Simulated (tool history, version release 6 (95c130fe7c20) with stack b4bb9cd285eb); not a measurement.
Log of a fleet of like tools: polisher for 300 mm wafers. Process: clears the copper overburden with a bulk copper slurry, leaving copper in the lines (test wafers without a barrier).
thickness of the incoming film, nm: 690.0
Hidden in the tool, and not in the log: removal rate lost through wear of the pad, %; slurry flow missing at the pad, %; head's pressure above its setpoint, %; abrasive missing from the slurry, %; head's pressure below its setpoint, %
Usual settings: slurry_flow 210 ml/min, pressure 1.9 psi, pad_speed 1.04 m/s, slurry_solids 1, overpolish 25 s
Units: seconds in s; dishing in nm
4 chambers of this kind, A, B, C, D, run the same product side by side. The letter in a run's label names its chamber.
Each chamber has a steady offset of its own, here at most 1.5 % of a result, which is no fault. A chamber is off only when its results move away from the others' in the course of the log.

run   hour  slurry_flow  pressure  pad_speed  slurry_solids  overpolish  wafers polished on this pad  hours since the slurry nozzle was cleaned  hours since the head pressure was calibrated  hours since the slurry blender was calibrated  seconds  dishing
 1C    4.3          210       1.9       1.04              1          25                          323                                       38.5                                         836.2                                          187.4  112.490   79.607
 2A    9.4          210       1.9       1.04              1          25                          541                                      220.7                                         983.8                                           18.3  112.250   78.836
 3B   12.3          210       1.9       1.04              1          25                          308                                      249.2                                        1460.6                                          440.1  115.110   77.720
      14.6  -- chamber A: worn pad replaced by a new one
 4D   17.0          210       1.9       1.04              1          25                          566                                      681.4                                         188.5                                          205.2  110.750   80.183
 5A   20.7          210       1.9       1.04              1          25                           57                                      232.0                                         995.1                                           29.6  113.610   78.394
      23.5  -- chamber D: slurry blender recalibrated
 6D   25.5          210       1.9       1.04              1          25                          645                                      689.9                                         197.0                                            2.1  111.970   79.579
 7B   29.5          210       1.9       1.04              1          25                          469                                      266.4                                        1477.8                                          457.3  115.210   79.262
 8C   34.1          210       1.9       1.04              1          25                          601                                       68.3                                         866.0                                          217.2  116.830   79.499
      35.1  -- chamber D: worn pad replaced by a new one
      37.1  -- chamber D: slurry nozzle cleaned
 9B   37.7          210       1.9       1.04              1          25                          545                                      274.6                                        1486.0                                          465.5  113.990   78.217
      38.9  -- chamber A: slurry nozzle cleaned
10D   42.5          210       1.9       1.04              1          25                           69                                        5.5                                         214.0                                           19.1  110.160   80.043
11A   45.5          210       1.9       1.04              1          25                          288                                        6.6                                        1019.9                                           54.4  113.290   77.969
12C   50.3          210       1.9       1.04              1          25                          752                                       84.5                                         882.2                                          233.4  115.660   77.306
13D   53.3          210       1.9       1.04              1          25                          170                                       16.3                                         224.8                                           29.9  111.070   77.864
14A   57.2          210       1.9       1.28              1          25                          397                                       18.3                                        1031.6                                           66.1   91.026   86.292
      59.5  -- chamber B: slurry blender recalibrated
15B   60.5          210       1.9       1.28              1          25                          758                                      297.4                                        1508.8                                            1.1   89.072   87.620
16C   64.6          210       1.9       1.28              1          25                          885                                       98.8                                         896.5                                          247.7   95.658   87.489
      67.1  -- chamber C: head pressure recalibrated
17D   70.0          210       1.9       1.28              1          25                          325                                       33.0                                         241.5                                           46.6   92.305   87.875
18A   75.6          210       1.9       1.04              1          25                          569                                       36.7                                        1050.0                                           84.5  110.780   78.944
      77.6  -- chamber A: worn pad replaced by a new one
19C   79.4          210       1.9       1.04              1          25                         1023                                      113.6                                          12.3                                          262.5  118.470   77.138
20B   82.6          210       1.9       1.04              1          25                          964                                      319.5                                        1530.9                                           23.2  113.210   78.175
21A   88.3          210       1.9       1.04              1          25                          100                                       49.4                                        1062.7                                           97.2  116.120   79.873
22D   93.1          210       1.9       1.04              1          25                          541                                       56.1                                         264.6                                           69.7  111.920   78.960
23C   96.5          210       1.9       1.04              1          25                         1183                                      130.7                                          29.4                                          279.6  120.950   75.238
24B  101.6          210       1.9       1.04              1          25                         1141                                      338.5                                        1549.9                                           42.2  115.420   77.596
25D  107.0          150       1.3       1.04              1          25                          671                                       70.0                                         278.5                                           83.6  173.550   56.366
26C  112.7          150       1.3       1.04              1          25                         1334                                      146.9                                          45.6                                          295.8  190.410   54.215
27A  116.6          150       1.3       1.04              1          25                          364                                       77.7                                        1091.0                                          125.5  169.600   56.717
     120.5  -- chamber D: worn pad replaced by a new one
28B  121.7          150       1.3       1.04              1          25                         1329                                      358.6                                        1570.0                                           62.3  174.830   55.723
29D  124.9          210       1.9       1.04              1          25                           41                                       87.9                                         296.4                                          101.5  111.800   80.242

Next, every chamber runs the same settings. What will each give?
30A  129.1          210       1.5       1.04              1          25                                                                                                                                                                             ?        ?
30B  129.1          210       1.5       1.04              1          25                                                                                                                                                                             ?        ?
30C  129.1          210       1.5       1.04              1          25                                                                                                                                                                             ?        ?
30D  129.1          210       1.5       1.04              1          25                                                                                                                                                                             ?        ?

run  seconds  dishing
30A  144.940   64.386
30B  148.270   65.202
30C  155.760   61.674
30D  141.470   66.681

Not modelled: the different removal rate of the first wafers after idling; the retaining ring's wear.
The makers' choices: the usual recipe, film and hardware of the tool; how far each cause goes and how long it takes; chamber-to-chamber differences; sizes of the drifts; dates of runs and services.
